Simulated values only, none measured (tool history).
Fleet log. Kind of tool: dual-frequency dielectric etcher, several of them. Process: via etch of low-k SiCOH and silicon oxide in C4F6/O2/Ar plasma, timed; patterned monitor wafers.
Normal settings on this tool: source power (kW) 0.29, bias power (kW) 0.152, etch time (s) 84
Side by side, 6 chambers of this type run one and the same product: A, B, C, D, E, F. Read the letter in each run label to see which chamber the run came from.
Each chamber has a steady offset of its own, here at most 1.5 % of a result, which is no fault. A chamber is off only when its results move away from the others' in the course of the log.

run,hour,source power (kW),bias power (kW),etch time (s),hours since the last wet clean,hours since the last source power generator calibration,hours since the last bias power generator calibration,"read-back reference wafer on the same gauge, depth_nm",mean etch depth across the wafer (nm)
1D,5.8,0.29,0.152,84,365.5,396.8,2608,171.1,197.91
2C,13.6,0.29,0.152,84,559.4,1286.5,1258.6,171.03,198.85
# hour 13.8: chamber A: wet clean of the chamber
3B,21.3,0.29,0.152,84,200.7,2279.3,929.3,171.2,194.78
4F,28.3,0.29,0.152,84,400.8,952.2,2323.4,171.14,195.83
5E,32.4,0.29,0.152,84,450.1,3136.7,675.5,171.17,196.13
6A,38.3,0.33,0.152,84,24.5,2508.8,576.1,171.13,205.84
7D,42.2,0.33,0.152,84,401.9,433.2,2644.4,171.32,208.38
# hour 46.3: chamber E: wet clean of the chamber
8C,48.4,0.33,0.152,84,594.2,1321.3,1293.4,171.19,209.19
9A,53.8,0.33,0.152,84,40,2524.3,591.6,171.24,206.87
10B,61.6,0.33,0.152,84,241,2319.6,969.6,171.3,204.59
11E,68.2,0.33,0.152,84,22,3172.5,711.3,171.32,207.29
12F,74.1,0.29,0.152,84,446.6,998,2369.2,171.37,196.4
13C,79.1,0.29,0.152,84,624.9,1352,1324.1,171.45,199.23
# hour 79.9: chamber D: wet clean of the chamber
14E,85.4,0.29,0.152,84,39.2,3189.7,728.5,171.46,196.92
# hour 93.4: chamber D: bias power generator calibrated
15A,93.5,0.29,0.152,84,79.7,2564,631.3,171.4,196.28
# hour 100.6: chamber C: wet clean of the chamber
16D,100.9,0.29,0.152,84,21.1,491.9,7.6,171.54,198.59
17B,107.2,0.29,0.152,84,286.6,2365.2,1015.2,171.51,195.4
18F,113.3,0.29,0.152,84,485.8,1037.2,2408.4,171.49,196.47
19F,119.7,0.29,0.152,84,492.2,1043.6,2414.8,171.57,196.14
20E,125.6,0.29,0.152,84,79.4,3229.9,768.7,171.58,196.92
21D,131.9,0.29,0.152,84,52.1,522.9,38.6,171.63,199.16
22C,140,0.29,0.152,84,39.5,1412.9,1385,171.68,198.85
# hour 140.5: chamber F: wet clean of the chamber
23B,147.3,0.29,0.152,84,326.7,2405.3,1055.3,171.7,195.17
24A,155.6,0.34,0.13,84,141.8,2626.1,693.4,171.83,200.34
25F,160.3,0.34,0.13,84,19.8,1084.2,2455.4,171.77,199.39
26D,166.3,0.34,0.13,84,86.5,557.3,73,171.82,201.37
27E,170.1,0.34,0.13,84,123.9,3274.4,813.2,171.78,200.86
28A,175.1,0.34,0.13,84,161.3,2645.6,712.9,171.84,200.09
29B,179.7,0.34,0.13,84,359.1,2437.7,1087.7,171.9,197.91
30C,183.4,0.29,0.152,84,82.9,1456.3,1428.4,171.8,199.93
31F,189.1,0.29,0.152,84,48.6,1113,2484.2,171.9,197.32
32E,194.4,0.29,0.152,84,148.2,3298.7,837.5,171.85,197.4
33A,202.1,0.29,0.152,84,188.3,2672.6,739.9,171.91,197.7
34B,206.1,0.29,0.152,84,385.5,2464.1,1114.1,171.98,195.73
35D,213.7,0.29,0.152,84,133.9,604.7,120.4,171.97,198.55
36C,221.6,0.29,0.152,84,121.1,1494.5,1466.6,171.98,200.21
37A,227.8,0.29,0.152,84,214,2698.3,765.6,172.05,198.07
38D,232.1,0.29,0.152,84,152.3,623.1,138.8,172.19,199.58
39E,239.2,0.29,0.152,84,193,3343.5,882.3,172.06,197.7
40B,245,0.29,0.152,84,424.4,2503,1153,172.1,195.77

All chambers now run identical settings, listed one chamber a line with results as question marks. What results will each chamber show?
41A,251,0.33,0.152,84,,,,,?
41B,251,0.33,0.152,84,,,,,?
41C,251,0.33,0.152,84,,,,,?
41D,251,0.33,0.152,84,,,,,?
41E,251,0.33,0.152,84,,,,,?
41F,251,0.33,0.152,84,,,,,?

run,mean etch depth across the wafer (nm)
41A,207.97
41B,206.13
41C,209.91
41D,209.02
41E,207.64
41F,207.37
